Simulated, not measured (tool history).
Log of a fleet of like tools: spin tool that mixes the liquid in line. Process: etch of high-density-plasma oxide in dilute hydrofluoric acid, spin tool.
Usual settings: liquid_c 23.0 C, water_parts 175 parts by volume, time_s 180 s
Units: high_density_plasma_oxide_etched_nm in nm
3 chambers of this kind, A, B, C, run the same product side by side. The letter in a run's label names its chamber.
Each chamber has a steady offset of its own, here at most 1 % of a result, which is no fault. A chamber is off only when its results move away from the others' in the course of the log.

| run | hour | liquid_c | water_parts | time_s | hours since the thermometer was replaced | hours since the hydrofluoric acid flow meter was replaced | read-back film thickness of the high-density-plasma oxide reference wafer, read on the same gauge (nm) | high_density_plasma_oxide_etched_nm |
|---|---|---|---|---|---|---|---|---|
| 1B | 6.6 | 23.0 | 175 | 180 | 634.9 | 520.6 | 110.01 | 4.6431 |
| 2A | 13.7 | 23.0 | 175 | 180 | 889.5 | 103.4 | 110.01 | 4.5802 |
| 3C | 19.3 | 23.0 | 175 | 180 | 2147.4 | 562.9 | 109.99 | 4.6888 |
| 4A | 24.5 | 23.0 | 175 | 180 | 900.3 | 114.2 | 109.99 | 4.6751 |
| 5B | 28.2 | 23.0 | 175 | 180 | 656.5 | 542.2 | 110.00 | 4.6185 |
| 6C | 32.0 | 23.0 | 175 | 180 | 2160.1 | 575.6 | 110.00 | 4.6298 |
| 7A | 35.9 | 23.0 | 175 | 180 | 911.7 | 125.6 | 110.00 | 4.5949 |
| 8B | 40.6 | 23.0 | 175 | 180 | 668.9 | 554.6 | 109.99 | 4.5881 |
| 9C | 44.8 | 23.0 | 175 | 180 | 2172.9 | 588.4 | 110.01 | 4.6514 |
| 10B | 48.8 | 23.0 | 175 | 180 | 677.1 | 562.8 | 110.01 | 4.6357 |
| 11A | 52.8 | 23.0 | 175 | 180 | 928.6 | 142.5 | 110.00 | 4.6745 |
| 12C | 58.9 | 23.0 | 175 | 180 | 2187.0 | 602.5 | 109.98 | 4.6217 |
| 13C | 62.9 | 23.0 | 175 | 180 | 2191.0 | 606.5 | 109.99 | 4.6981 |
| 14B | 68.0 | 23.0 | 175 | 180 | 696.3 | 582.0 | 110.00 | 4.5944 |
| 15A | 74.2 | 23.0 | 175 | 180 | 950.0 | 163.9 | 110.00 | 4.6409 |
| 16A | 80.8 | 20.5 | 175 | 140 | 956.6 | 170.5 | 110.00 | 3.2947 |
| 17C | 85.6 | 20.5 | 175 | 140 | 2213.7 | 629.2 | 110.01 | 3.3098 |
| 18B | 89.7 | 20.5 | 175 | 140 | 718.0 | 603.7 | 110.02 | 3.2614 |
| 19C | 94.0 | 23.0 | 175 | 180 | 2222.1 | 637.6 | 110.01 | 4.6331 |
| 20B | 101.0 | 23.0 | 175 | 180 | 729.3 | 615.0 | 109.98 | 4.6007 |
| 21A | 107.4 | 23.0 | 175 | 180 | 983.2 | 197.1 | 109.99 | 4.7723 |
| 22C | 112.4 | 23.0 | 175 | 180 | 2240.5 | 656.0 | 110.01 | 4.6250 |
| 23B | 116.6 | 21.0 | 225 | 180 | 744.9 | 630.6 | 110.01 | 3.1760 |
| 24A | 123.1 | 21.0 | 225 | 180 | 998.9 | 212.8 | 110.02 | 3.2649 |
| 25A | 127.6 | 21.0 | 225 | 180 | 1003.4 | 217.3 | 110.00 | 3.3506 |
| 26B | 135.1 | 23.0 | 205 | 180 | 763.4 | 649.1 | 110.01 | 3.8250 |
| 27C | 139.4 | 23.0 | 205 | 180 | 2267.5 | 683.0 | 110.00 | 3.8161 |
| 28B | 146.6 | 23.0 | 205 | 180 | 774.9 | 660.6 | 109.99 | 3.8870 |
| 29A | 153.0 | 23.0 | 175 | 180 | 1028.8 | 242.7 | 109.99 | 4.9166 |
| 30C | 156.8 | 23.0 | 175 | 180 | 2284.9 | 700.4 | 110.00 | 4.6896 |
| 31C | 162.6 | 23.0 | 175 | 180 | 2290.7 | 706.2 | 109.98 | 4.6764 |
| 32B | 169.5 | 23.0 | 175 | 180 | 797.8 | 683.5 | 110.01 | 4.6673 |
|  | 171.9 | chamber C: thermometer replaced |
| 33A | 175.5 | 23.0 | 175 | 180 | 1051.3 | 265.2 | 110.00 | 4.9903 |
| 34A | 181.9 | 23.0 | 175 | 180 | 1057.7 | 271.6 | 110.02 | 5.0726 |
| 35B | 186.3 | 23.0 | 175 | 180 | 814.6 | 700.3 | 109.99 | 4.7079 |
| 36C | 191.7 | 23.0 | 175 | 180 | 19.8 | 735.3 | 110.01 | 4.7317 |
| 37C | 196.2 | 23.0 | 175 | 180 | 24.3 | 739.8 | 110.01 | 4.6629 |
| 38A | 201.1 | 23.0 | 175 | 180 | 1076.9 | 290.8 | 110.00 | 5.0707 |
| 39B | 205.0 | 23.0 | 175 | 180 | 833.3 | 719.0 | 110.01 | 4.6432 |
| 40B | 210.9 | 23.0 | 260 | 180 | 839.2 | 724.9 | 110.01 | 2.8608 |
| 41C | 217.7 | 23.0 | 260 | 180 | 45.8 | 761.3 | 109.99 | 2.8248 |

All 3 chambers run these settings next. Forecast each chamber's results:
| 42A | 223.3 | 23.0 | 235 | 180 |  |  |  | ? |
| 42B | 223.3 | 23.0 | 235 | 180 |  |  |  | ? |
| 42C | 223.3 | 23.0 | 235 | 180 |  |  |  | ? |

| run | high_density_plasma_oxide_etched_nm |
|---|---|
| 42A | 3.5734 |
| 42B | 3.2417 |
| 42C | 3.2545 |

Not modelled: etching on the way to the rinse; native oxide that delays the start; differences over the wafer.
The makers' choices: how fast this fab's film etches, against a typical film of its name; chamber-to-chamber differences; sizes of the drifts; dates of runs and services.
